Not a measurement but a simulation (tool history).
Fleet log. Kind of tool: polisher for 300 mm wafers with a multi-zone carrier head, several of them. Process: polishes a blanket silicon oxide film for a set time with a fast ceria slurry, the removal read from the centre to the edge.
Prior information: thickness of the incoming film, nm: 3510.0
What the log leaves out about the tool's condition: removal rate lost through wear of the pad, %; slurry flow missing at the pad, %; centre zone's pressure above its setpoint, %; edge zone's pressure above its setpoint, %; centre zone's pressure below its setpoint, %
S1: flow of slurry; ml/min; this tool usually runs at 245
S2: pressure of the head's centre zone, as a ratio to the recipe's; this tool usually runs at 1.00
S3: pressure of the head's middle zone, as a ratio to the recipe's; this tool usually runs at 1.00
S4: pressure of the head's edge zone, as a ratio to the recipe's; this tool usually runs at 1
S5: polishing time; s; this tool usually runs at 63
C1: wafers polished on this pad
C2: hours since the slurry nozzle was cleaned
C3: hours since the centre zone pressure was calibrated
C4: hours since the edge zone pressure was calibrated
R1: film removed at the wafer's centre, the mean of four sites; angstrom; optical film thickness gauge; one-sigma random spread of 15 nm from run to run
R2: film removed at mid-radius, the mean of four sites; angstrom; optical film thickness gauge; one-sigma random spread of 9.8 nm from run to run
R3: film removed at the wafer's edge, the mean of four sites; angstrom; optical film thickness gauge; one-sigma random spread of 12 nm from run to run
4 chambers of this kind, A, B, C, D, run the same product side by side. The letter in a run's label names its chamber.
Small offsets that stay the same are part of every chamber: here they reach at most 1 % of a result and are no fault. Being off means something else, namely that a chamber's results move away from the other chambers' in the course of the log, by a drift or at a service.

run	hour	S1	S2	S3	S4	S5	C1	C2	C3	C4	R1	R2	R3
1C	3.5	245	1.00	1.00	1	63	557	222.5	618.6	332.9	9942.2	10031.0	10205.0
# hour 6.0: chamber A: edge zone pressure recalibrated
2B	6.1	245	1.00	1.00	1	63	728	196.4	1199.9	1219.2	10098.0	10097.0	10315.0
3D	9.6	245	1.00	1.00	1	63	182	350.2	747.3	39.9	9799.5	10278.0	10160.0
4A	14.5	245	1.00	1.00	1	63	171	313.4	371.6	8.6	10159.0	10036.0	10071.0
# hour 20.0: chamber B: worn pad replaced by a new one
5C	20.3	245	1.00	1.00	1	63	750	239.3	635.4	349.7	10279.0	10167.0	10045.0
# hour 21.8: chamber C: worn pad replaced by a new one
6A	25.5	245	0.89	0.88	1	63	298	324.4	382.6	19.6	8705.9	9110.6	10188.0
7B	30.7	245	0.89	0.88	1	63	123	221.0	1224.5	1243.8	8892.1	9117.7	9902.1
8D	36.2	245	0.89	0.88	1	63	489	376.8	773.9	66.5	8713.3	9116.3	10101.0
9D	39.9	245	0.89	0.88	1	63	531	380.5	777.6	70.2	8663.7	8898.6	9936.7
# hour 43.3: chamber A: centre zone pressure recalibrated
10B	45.5	245	1.00	1.00	1	63	294	235.8	1239.3	1258.6	10396.0	10026.0	10115.0
11C	49.9	245	1.00	1.00	1	63	324	268.9	665.0	379.3	10074.0	10207.0	10120.0
12A	55.0	245	1.00	1.00	1	63	638	353.9	11.7	49.1	10259.0	10144.0	10156.0
13B	59.0	245	1.00	1.00	1	63	450	249.3	1252.8	1272.1	10036.0	10030.0	10134.0
# hour 61.8: chamber D: worn pad replaced by a new one
14D	63.8	190	1.00	1.00	1	42	23	404.4	801.5	94.1	6270.2	6632.4	6630.5
# hour 65.9: chamber C: centre zone pressure recalibrated
15A	66.9	190	1.00	1.00	1	42	775	365.8	23.6	61.0	6420.2	6408.2	6621.1
16C	70.3	190	1.00	1.00	1	42	559	289.3	4.5	399.7	6592.6	6487.7	6564.8
17A	73.9	190	1.00	1.00	1	42	856	372.8	30.6	68.0	6518.5	6522.7	6498.3
18D	79.2	245	1.00	1.00	1	63	200	419.8	816.9	109.5	9958.8	10101.0	9813.2
# hour 80.4: chamber C: worn pad replaced by a new one
# hour 82.2: chamber B: worn pad replaced by a new one
19C	84.0	245	1.00	1.00	1	63	41	303.0	18.2	413.4	10420.0	10054.0	9998.1
20B	89.7	245	0.89	1.00	1	63	87	280.0	1283.5	1302.8	9216.8	10013.0	10062.0
# hour 90.7: chamber D: centre zone pressure recalibrated
21C	93.8	245	0.89	1.00	1	63	154	312.8	28.0	423.2	8845.2	10051.0	10192.0
22A	97.9	245	0.89	1.00	1	63	1133	396.8	54.6	92.0	9061.8	9955.7	10088.0
23D	102.5	245	0.89	1.00	1	63	469	443.1	11.9	132.8	8701.7	10090.0	10005.0
24B	105.2	245	1.00	1.00	1	63	266	295.5	1299.0	1318.3	10226.0	10202.0	9959.0
25A	109.5	245	1.00	1.00	1	63	1267	408.4	66.2	103.6	10134.0	9946.3	10055.0
26D	113.0	245	1.00	1.00	1	63	590	453.6	22.4	143.3	9975.5	10228.0	10206.0
27B	118.8	245	1.00	1.00	1	63	422	309.1	1312.6	1331.9	10312.0	10089.0	10210.0

Which is it: a chamber that has drifted or been left off by a service, a gauge drift common to all chambers, or only each chamber's usual small offset? If a chamber is off, name it and its likeliest cause.

No chamber stands off beyond its own small offset, and the gauge holds steady.

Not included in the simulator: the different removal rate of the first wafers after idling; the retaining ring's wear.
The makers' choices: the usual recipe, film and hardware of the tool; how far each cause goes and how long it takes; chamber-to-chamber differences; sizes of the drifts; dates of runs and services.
